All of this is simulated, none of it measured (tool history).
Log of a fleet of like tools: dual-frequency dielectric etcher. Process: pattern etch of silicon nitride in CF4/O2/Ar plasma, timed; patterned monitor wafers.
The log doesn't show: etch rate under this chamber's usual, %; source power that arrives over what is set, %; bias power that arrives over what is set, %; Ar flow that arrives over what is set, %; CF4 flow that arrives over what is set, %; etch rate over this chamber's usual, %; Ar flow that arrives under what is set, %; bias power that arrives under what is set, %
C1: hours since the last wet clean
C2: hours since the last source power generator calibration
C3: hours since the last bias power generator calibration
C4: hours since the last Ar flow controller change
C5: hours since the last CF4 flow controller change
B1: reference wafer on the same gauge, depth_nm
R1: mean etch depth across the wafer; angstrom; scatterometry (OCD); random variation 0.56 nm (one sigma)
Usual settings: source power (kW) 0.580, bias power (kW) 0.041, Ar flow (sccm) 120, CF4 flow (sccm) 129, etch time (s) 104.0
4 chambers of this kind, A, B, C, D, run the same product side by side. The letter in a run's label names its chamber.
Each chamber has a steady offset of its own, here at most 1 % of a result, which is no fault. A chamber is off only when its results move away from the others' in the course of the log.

{"run": "1A", "hour": 11.4, "source power (kW)": 0.58, "bias power (kW)": 0.041, "Ar flow (sccm)": 120, "CF4 flow (sccm)": 129, "etch time (s)": 104.0, "C1": 212.5, "C2": 927.2, "C3": 445.6, "C4": 1164.9, "C5": 4817.6, "B1": 200.99, "R1": 2116.5}
{"run": "2D", "hour": 18.2, "source power (kW)": 0.58, "bias power (kW)": 0.041, "Ar flow (sccm)": 120, "CF4 flow (sccm)": 129, "etch time (s)": 104.0, "C1": 365.4, "C2": 1430.8, "C3": 3973.4, "C4": 265.6, "C5": 4655.7, "B1": 201.01, "R1": 2103.1}
{"run": "3B", "hour": 28.6, "source power (kW)": 0.58, "bias power (kW)": 0.041, "Ar flow (sccm)": 120, "CF4 flow (sccm)": 129, "etch time (s)": 104.0, "C1": 301.9, "C2": 946.8, "C3": 1498.1, "C4": 922.3, "C5": 1868.5, "B1": 200.98, "R1": 2130.3}
{"run": "4C", "hour": 37.7, "source power (kW)": 0.58, "bias power (kW)": 0.041, "Ar flow (sccm)": 120, "CF4 flow (sccm)": 129, "etch time (s)": 104.0, "C1": 220.8, "C2": 93.0, "C3": 690.3, "C4": 566.7, "C5": 1317.2, "B1": 201.06, "R1": 2089.1}
{"run": "5D", "hour": 43.9, "source power (kW)": 0.58, "bias power (kW)": 0.041, "Ar flow (sccm)": 120, "CF4 flow (sccm)": 129, "etch time (s)": 104.0, "C1": 391.1, "C2": 1456.5, "C3": 3999.1, "C4": 291.3, "C5": 4681.4, "B1": 201.02, "R1": 2099.8}
{"run": "6A", "hour": 50.2, "source power (kW)": 0.58, "bias power (kW)": 0.041, "Ar flow (sccm)": 120, "CF4 flow (sccm)": 129, "etch time (s)": 104.0, "C1": 251.3, "C2": 966.0, "C3": 484.4, "C4": 1203.7, "C5": 4856.4, "B1": 201.1, "R1": 2115.9}
{"hour": 54.7, "done": "chamber D: wet clean of the chamber"}
{"run": "7B", "hour": 61.6, "source power (kW)": 0.58, "bias power (kW)": 0.041, "Ar flow (sccm)": 120, "CF4 flow (sccm)": 129, "etch time (s)": 104.0, "C1": 334.9, "C2": 979.8, "C3": 1531.1, "C4": 955.3, "C5": 1901.5, "B1": 201.1, "R1": 2136.7}
{"run": "8C", "hour": 68.9, "source power (kW)": 0.58, "bias power (kW)": 0.041, "Ar flow (sccm)": 120, "CF4 flow (sccm)": 129, "etch time (s)": 104.0, "C1": 252.0, "C2": 124.2, "C3": 721.5, "C4": 597.9, "C5": 1348.4, "B1": 200.96, "R1": 2095.0}
{"hour": 77.6, "done": "chamber B: wet clean of the chamber"}
{"run": "9A", "hour": 81.1, "source power (kW)": 0.58, "bias power (kW)": 0.041, "Ar flow (sccm)": 120, "CF4 flow (sccm)": 129, "etch time (s)": 104.0, "C1": 282.2, "C2": 996.9, "C3": 515.3, "C4": 1234.6, "C5": 4887.3, "B1": 201.02, "R1": 2104.8}
{"run": "10C", "hour": 90.4, "source power (kW)": 0.58, "bias power (kW)": 0.041, "Ar flow (sccm)": 120, "CF4 flow (sccm)": 129, "etch time (s)": 104.0, "C1": 273.5, "C2": 145.7, "C3": 743.0, "C4": 619.4, "C5": 1369.9, "B1": 201.11, "R1": 2105.7}
{"run": "11B", "hour": 102.4, "source power (kW)": 0.67, "bias power (kW)": 0.041, "Ar flow (sccm)": 120, "CF4 flow (sccm)": 116, "etch time (s)": 104.0, "C1": 24.8, "C2": 1020.6, "C3": 1571.9, "C4": 996.1, "C5": 1942.3, "B1": 201.02, "R1": 2376.3}
{"run": "12D", "hour": 113.9, "source power (kW)": 0.67, "bias power (kW)": 0.041, "Ar flow (sccm)": 120, "CF4 flow (sccm)": 116, "etch time (s)": 104.0, "C1": 59.3, "C2": 1526.5, "C3": 4069.1, "C4": 361.3, "C5": 4751.4, "B1": 201.1, "R1": 2353.4}
{"run": "13A", "hour": 120.6, "source power (kW)": 0.67, "bias power (kW)": 0.041, "Ar flow (sccm)": 120, "CF4 flow (sccm)": 116, "etch time (s)": 104.0, "C1": 321.7, "C2": 1036.4, "C3": 554.8, "C4": 1274.1, "C5": 4926.8, "B1": 201.12, "R1": 2369.0}
{"run": "14B", "hour": 128.6, "source power (kW)": 0.67, "bias power (kW)": 0.041, "Ar flow (sccm)": 120, "CF4 flow (sccm)": 116, "etch time (s)": 104.0, "C1": 51.0, "C2": 1046.8, "C3": 1598.1, "C4": 1022.3, "C5": 1968.5, "B1": 201.0, "R1": 2377.6}
{"run": "15D", "hour": 139.2, "source power (kW)": 0.58, "bias power (kW)": 0.041, "Ar flow (sccm)": 120, "CF4 flow (sccm)": 129, "etch time (s)": 104.0, "C1": 84.6, "C2": 1551.8, "C3": 4094.4, "C4": 386.6, "C5": 4776.7, "B1": 201.04, "R1": 2114.4}
{"run": "16C", "hour": 153.6, "source power (kW)": 0.58, "bias power (kW)": 0.041, "Ar flow (sccm)": 120, "CF4 flow (sccm)": 129, "etch time (s)": 104.0, "C1": 336.7, "C2": 208.9, "C3": 806.2, "C4": 682.6, "C5": 1433.1, "B1": 201.03, "R1": 2101.5}
{"run": "17C", "hour": 162.0, "source power (kW)": 0.58, "bias power (kW)": 0.041, "Ar flow (sccm)": 120, "CF4 flow (sccm)": 129, "etch time (s)": 104.0, "C1": 345.1, "C2": 217.3, "C3": 814.6, "C4": 691.0, "C5": 1441.5, "B1": 200.96, "R1": 2087.4}
{"run": "18A", "hour": 170.3, "source power (kW)": 0.58, "bias power (kW)": 0.041, "Ar flow (sccm)": 120, "CF4 flow (sccm)": 129, "etch time (s)": 104.0, "C1": 371.4, "C2": 1086.1, "C3": 604.5, "C4": 1323.8, "C5": 4976.5, "B1": 200.95, "R1": 2106.3}
{"run": "19B", "hour": 177.8, "source power (kW)": 0.58, "bias power (kW)": 0.041, "Ar flow (sccm)": 139, "CF4 flow (sccm)": 129, "etch time (s)": 128.0, "C1": 100.2, "C2": 1096.0, "C3": 1647.3, "C4": 1071.5, "C5": 2017.7, "B1": 200.87, "R1": 2560.9}
{"hour": 180.2, "done": "chamber D: CF4 flow controller replaced"}
{"run": "20D", "hour": 187.0, "source power (kW)": 0.58, "bias power (kW)": 0.041, "Ar flow (sccm)": 139, "CF4 flow (sccm)": 129, "etch time (s)": 128.0, "C1": 132.4, "C2": 1599.6, "C3": 4142.2, "C4": 434.4, "C5": 6.9, "B1": 200.95, "R1": 2546.2}
{"run": "21A", "hour": 197.5, "source power (kW)": 0.58, "bias power (kW)": 0.041, "Ar flow (sccm)": 139, "CF4 flow (sccm)": 129, "etch time (s)": 128.0, "C1": 398.6, "C2": 1113.3, "C3": 631.7, "C4": 1351.0, "C5": 5003.7, "B1": 200.99, "R1": 2545.9}
{"run": "22C", "hour": 210.6, "source power (kW)": 0.58, "bias power (kW)": 0.041, "Ar flow (sccm)": 139, "CF4 flow (sccm)": 129, "etch time (s)": 128.0, "C1": 393.7, "C2": 265.9, "C3": 863.2, "C4": 739.6, "C5": 1490.1, "B1": 200.97, "R1": 2526.1}
{"run": "23D", "hour": 218.2, "source power (kW)": 0.58, "bias power (kW)": 0.041, "Ar flow (sccm)": 120, "CF4 flow (sccm)": 105, "etch time (s)": 127.5, "C1": 163.6, "C2": 1630.8, "C3": 4173.4, "C4": 465.6, "C5": 38.1, "B1": 201.02, "R1": 2514.4}
{"run": "24B", "hour": 225.6, "source power (kW)": 0.58, "bias power (kW)": 0.041, "Ar flow (sccm)": 120, "CF4 flow (sccm)": 105, "etch time (s)": 127.5, "C1": 148.0, "C2": 1143.8, "C3": 1695.1, "C4": 1119.3, "C5": 2065.5, "B1": 201.05, "R1": 2543.2}
{"run": "25B", "hour": 232.1, "source power (kW)": 0.58, "bias power (kW)": 0.041, "Ar flow (sccm)": 120, "CF4 flow (sccm)": 105, "etch time (s)": 127.5, "C1": 154.5, "C2": 1150.3, "C3": 1701.6, "C4": 1125.8, "C5": 2072.0, "B1": 201.03, "R1": 2540.3}
{"run": "26C", "hour": 239.3, "source power (kW)": 0.58, "bias power (kW)": 0.041, "Ar flow (sccm)": 120, "CF4 flow (sccm)": 105, "etch time (s)": 127.5, "C1": 422.4, "C2": 294.6, "C3": 891.9, "C4": 768.3, "C5": 1518.8, "B1": 201.1, "R1": 2488.3}
{"run": "27D", "hour": 249.8, "source power (kW)": 0.64, "bias power (kW)": 0.041, "Ar flow (sccm)": 120, "CF4 flow (sccm)": 129, "etch time (s)": 78.0, "C1": 195.2, "C2": 1662.4, "C3": 4205.0, "C4": 497.2, "C5": 69.7, "B1": 201.04, "R1": 1726.1}
{"hour": 251.4, "done": "chamber D: bias power generator calibrated"}
{"run": "28A", "hour": 263.3, "source power (kW)": 0.64, "bias power (kW)": 0.041, "Ar flow (sccm)": 120, "CF4 flow (sccm)": 129, "etch time (s)": 78.0, "C1": 464.4, "C2": 1179.1, "C3": 697.5, "C4": 1416.8, "C5": 5069.5, "B1": 201.07, "R1": 1735.4}
{"run": "29A", "hour": 276.9, "source power (kW)": 0.64, "bias power (kW)": 0.041, "Ar flow (sccm)": 120, "CF4 flow (sccm)": 129, "etch time (s)": 78.0, "C1": 478.0, "C2": 1192.7, "C3": 711.1, "C4": 1430.4, "C5": 5083.1, "B1": 200.97, "R1": 1730.9}
{"hour": 277.2, "done": "chamber D: source power generator calibrated"}
{"run": "30D", "hour": 289.6, "source power (kW)": 0.64, "bias power (kW)": 0.041, "Ar flow (sccm)": 120, "CF4 flow (sccm)": 129, "etch time (s)": 78.0, "C1": 235.0, "C2": 12.4, "C3": 38.3, "C4": 537.0, "C5": 109.5, "B1": 200.95, "R1": 1731.4}
{"hour": 298.8, "done": "chamber A: wet clean of the chamber"}
{"run": "31C", "hour": 298.9, "source power (kW)": 0.58, "bias power (kW)": 0.041, "Ar flow (sccm)": 120, "CF4 flow (sccm)": 129, "etch time (s)": 104.0, "C1": 482.0, "C2": 354.2, "C3": 951.5, "C4": 827.9, "C5": 1578.4, "B1": 201.0, "R1": 2097.6}
{"run": "32B", "hour": 307.2, "source power (kW)": 0.58, "bias power (kW)": 0.041, "Ar flow (sccm)": 120, "CF4 flow (sccm)": 129, "etch time (s)": 104.0, "C1": 229.6, "C2": 1225.4, "C3": 1776.7, "C4": 1200.9, "C5": 2147.1, "B1": 201.06, "R1": 2126.7}
{"run": "33D", "hour": 319.7, "source power (kW)": 0.58, "bias power (kW)": 0.041, "Ar flow (sccm)": 120, "CF4 flow (sccm)": 129, "etch time (s)": 104.0, "C1": 265.1, "C2": 42.5, "C3": 68.4, "C4": 567.1, "C5": 139.6, "B1": 200.95, "R1": 2114.7}
{"run": "34A", "hour": 332.1, "source power (kW)": 0.58, "bias power (kW)": 0.041, "Ar flow (sccm)": 120, "CF4 flow (sccm)": 140, "etch time (s)": 104.0, "C1": 33.3, "C2": 1247.9, "C3": 766.3, "C4": 1485.6, "C5": 5138.3, "B1": 201.12, "R1": 2138.8}

Next, every chamber runs the same settings. What will each give?
{"run": "35A", "hour": 342.6, "source power (kW)": 0.58, "bias power (kW)": 0.041, "Ar flow (sccm)": 120, "CF4 flow (sccm)": 129, "etch time (s)": 104.0, "R1": "?"}
{"run": "35B", "hour": 342.6, "source power (kW)": 0.58, "bias power (kW)": 0.041, "Ar flow (sccm)": 120, "CF4 flow (sccm)": 129, "etch time (s)": 104.0, "R1": "?"}
{"run": "35C", "hour": 342.6, "source power (kW)": 0.58, "bias power (kW)": 0.041, "Ar flow (sccm)": 120, "CF4 flow (sccm)": 129, "etch time (s)": 104.0, "R1": "?"}
{"run": "35D", "hour": 342.6, "source power (kW)": 0.58, "bias power (kW)": 0.041, "Ar flow (sccm)": 120, "CF4 flow (sccm)": 129, "etch time (s)": 104.0, "R1": "?"}

run=35A R1=2111.6
run=35B R1=2121.1
run=35C R1=2099.8
run=35D R1=2101.4
